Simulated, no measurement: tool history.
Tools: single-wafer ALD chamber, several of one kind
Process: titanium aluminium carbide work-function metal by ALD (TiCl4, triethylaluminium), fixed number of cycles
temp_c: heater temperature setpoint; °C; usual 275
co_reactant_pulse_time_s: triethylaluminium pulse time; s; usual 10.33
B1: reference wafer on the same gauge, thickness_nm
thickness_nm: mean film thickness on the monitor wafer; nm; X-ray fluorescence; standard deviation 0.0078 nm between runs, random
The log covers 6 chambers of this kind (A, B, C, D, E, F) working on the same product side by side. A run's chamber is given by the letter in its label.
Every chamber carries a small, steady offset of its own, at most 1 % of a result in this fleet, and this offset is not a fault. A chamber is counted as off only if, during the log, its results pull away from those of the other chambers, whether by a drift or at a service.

{"run": "1A", "hour": 9.1, "temp_c": 275, "co_reactant_pulse_time_s": 10.33, "B1": 2.0083, "thickness_nm": 1.8034}
{"run": "2B", "hour": 15.9, "temp_c": 275, "co_reactant_pulse_time_s": 10.33, "B1": 2.0094, "thickness_nm": 1.8011}
{"run": "3D", "hour": 21.6, "temp_c": 275, "co_reactant_pulse_time_s": 10.33, "B1": 2.0106, "thickness_nm": 1.7881}
{"run": "4C", "hour": 31.4, "temp_c": 275, "co_reactant_pulse_time_s": 10.33, "B1": 2.0092, "thickness_nm": 1.7908}
{"run": "5F", "hour": 39.7, "temp_c": 275, "co_reactant_pulse_time_s": 13.58, "B1": 2.0115, "thickness_nm": 1.8305}
{"run": "6E", "hour": 50.8, "temp_c": 275, "co_reactant_pulse_time_s": 13.58, "B1": 2.0104, "thickness_nm": 1.8222}
{"run": "7E", "hour": 57.9, "temp_c": 275, "co_reactant_pulse_time_s": 13.58, "B1": 2.008, "thickness_nm": 1.8328}
{"run": "8B", "hour": 69.5, "temp_c": 275, "co_reactant_pulse_time_s": 13.58, "B1": 2.0099, "thickness_nm": 1.8318}
{"run": "9C", "hour": 79.9, "temp_c": 275, "co_reactant_pulse_time_s": 13.58, "B1": 2.0081, "thickness_nm": 1.8511}
{"hour": 86.0, "done": "chamber F: thermocouple changed; heater temperature recalibrated"}
{"run": "10A", "hour": 87.0, "temp_c": 275, "co_reactant_pulse_time_s": 13.58, "B1": 2.0103, "thickness_nm": 1.8477}
{"run": "11D", "hour": 92.2, "temp_c": 288, "co_reactant_pulse_time_s": 10.33, "B1": 2.0101, "thickness_nm": 1.9194}
{"run": "12F", "hour": 100.7, "temp_c": 288, "co_reactant_pulse_time_s": 10.33, "B1": 2.0091, "thickness_nm": 1.9083}
{"run": "13E", "hour": 110.2, "temp_c": 288, "co_reactant_pulse_time_s": 10.33, "B1": 2.0081, "thickness_nm": 1.9064}
{"run": "14A", "hour": 118.9, "temp_c": 288, "co_reactant_pulse_time_s": 10.33, "B1": 2.0095, "thickness_nm": 1.9178}
{"run": "15C", "hour": 125.4, "temp_c": 288, "co_reactant_pulse_time_s": 10.33, "B1": 2.0094, "thickness_nm": 1.8956}
{"run": "16F", "hour": 131.6, "temp_c": 288, "co_reactant_pulse_time_s": 10.33, "B1": 2.0096, "thickness_nm": 1.9103}
{"run": "17D", "hour": 143.3, "temp_c": 275, "co_reactant_pulse_time_s": 10.33, "B1": 2.0101, "thickness_nm": 1.7898}
{"run": "18B", "hour": 150.2, "temp_c": 275, "co_reactant_pulse_time_s": 10.33, "B1": 2.0104, "thickness_nm": 1.8072}
{"run": "19B", "hour": 155.7, "temp_c": 275, "co_reactant_pulse_time_s": 12.35, "B1": 2.0117, "thickness_nm": 1.8257}
{"run": "20C", "hour": 166.5, "temp_c": 275, "co_reactant_pulse_time_s": 12.35, "B1": 2.0102, "thickness_nm": 1.8181}
{"run": "21D", "hour": 172.2, "temp_c": 275, "co_reactant_pulse_time_s": 12.35, "B1": 2.0097, "thickness_nm": 1.8147}
{"run": "22E", "hour": 178.9, "temp_c": 275, "co_reactant_pulse_time_s": 12.35, "B1": 2.0098, "thickness_nm": 1.8403}
{"run": "23F", "hour": 185.2, "temp_c": 275, "co_reactant_pulse_time_s": 12.35, "B1": 2.0118, "thickness_nm": 1.8068}
{"run": "24A", "hour": 194.1, "temp_c": 275, "co_reactant_pulse_time_s": 12.35, "B1": 2.0079, "thickness_nm": 1.8277}
{"run": "25A", "hour": 204.5, "temp_c": 275, "co_reactant_pulse_time_s": 10.33, "B1": 2.0106, "thickness_nm": 1.7922}
{"run": "26D", "hour": 212.7, "temp_c": 275, "co_reactant_pulse_time_s": 10.33, "B1": 2.0103, "thickness_nm": 1.7902}
{"hour": 216.2, "done": "chamber F: triethylaluminium bottle replaced"}
{"run": "27B", "hour": 218.4, "temp_c": 275, "co_reactant_pulse_time_s": 10.33, "B1": 2.0115, "thickness_nm": 1.8073}
{"run": "28C", "hour": 229.0, "temp_c": 275, "co_reactant_pulse_time_s": 10.33, "B1": 2.0128, "thickness_nm": 1.7985}
{"run": "29E", "hour": 240.5, "temp_c": 275, "co_reactant_pulse_time_s": 10.33, "B1": 2.0077, "thickness_nm": 1.8161}
{"run": "30F", "hour": 249.9, "temp_c": 275, "co_reactant_pulse_time_s": 10.33, "B1": 2.0104, "thickness_nm": 1.8013}
{"run": "31A", "hour": 259.3, "temp_c": 275, "co_reactant_pulse_time_s": 10.33, "B1": 2.0094, "thickness_nm": 1.7824}
{"run": "32F", "hour": 270.0, "temp_c": 283, "co_reactant_pulse_time_s": 10.33, "B1": 2.0104, "thickness_nm": 1.8631}
{"run": "33E", "hour": 279.7, "temp_c": 283, "co_reactant_pulse_time_s": 10.33, "B1": 2.0115, "thickness_nm": 1.8774}
{"run": "34D", "hour": 287.4, "temp_c": 283, "co_reactant_pulse_time_s": 10.33, "B1": 2.0119, "thickness_nm": 1.8604}
{"run": "35C", "hour": 296.3, "temp_c": 283, "co_reactant_pulse_time_s": 10.33, "B1": 2.011, "thickness_nm": 1.8832}
{"run": "36B", "hour": 306.6, "temp_c": 283, "co_reactant_pulse_time_s": 10.33, "B1": 2.0129, "thickness_nm": 1.8713}
{"hour": 316.0, "done": "chamber B: triethylaluminium bottle replaced"}
{"run": "37E", "hour": 318.4, "temp_c": 283, "co_reactant_pulse_time_s": 10.33, "B1": 2.0113, "thickness_nm": 1.854}
{"run": "38A", "hour": 325.0, "temp_c": 275, "co_reactant_pulse_time_s": 10.33, "B1": 2.0123, "thickness_nm": 1.7521}
{"run": "39B", "hour": 334.6, "temp_c": 275, "co_reactant_pulse_time_s": 10.33, "B1": 2.0131, "thickness_nm": 1.8002}
{"run": "40F", "hour": 340.7, "temp_c": 275, "co_reactant_pulse_time_s": 10.33, "B1": 2.0099, "thickness_nm": 1.7847}
{"run": "41D", "hour": 350.0, "temp_c": 275, "co_reactant_pulse_time_s": 10.33, "B1": 2.0095, "thickness_nm": 1.7913}
{"run": "42C", "hour": 359.9, "temp_c": 275, "co_reactant_pulse_time_s": 10.33, "B1": 2.0072, "thickness_nm": 1.7883}
{"run": "43F", "hour": 366.4, "temp_c": 275, "co_reactant_pulse_time_s": 8.18, "B1": 2.0105, "thickness_nm": 1.7457}

Predict what each chamber gives when all 6 of them run the settings below next.
{"run": "44A", "hour": 374.9, "temp_c": 282, "co_reactant_pulse_time_s": 10.33, "thickness_nm": "?"}
{"run": "44B", "hour": 374.9, "temp_c": 282, "co_reactant_pulse_time_s": 10.33, "thickness_nm": "?"}
{"run": "44C", "hour": 374.9, "temp_c": 282, "co_reactant_pulse_time_s": 10.33, "thickness_nm": "?"}
{"run": "44D", "hour": 374.9, "temp_c": 282, "co_reactant_pulse_time_s": 10.33, "thickness_nm": "?"}
{"run": "44E", "hour": 374.9, "temp_c": 282, "co_reactant_pulse_time_s": 10.33, "thickness_nm": "?"}
{"run": "44F", "hour": 374.9, "temp_c": 282, "co_reactant_pulse_time_s": 10.33, "thickness_nm": "?"}

run=44A thickness_nm=1.7989
run=44B thickness_nm=1.8618
run=44C thickness_nm=1.8443
run=44D thickness_nm=1.8610
run=44E thickness_nm=1.8755
run=44F thickness_nm=1.8424
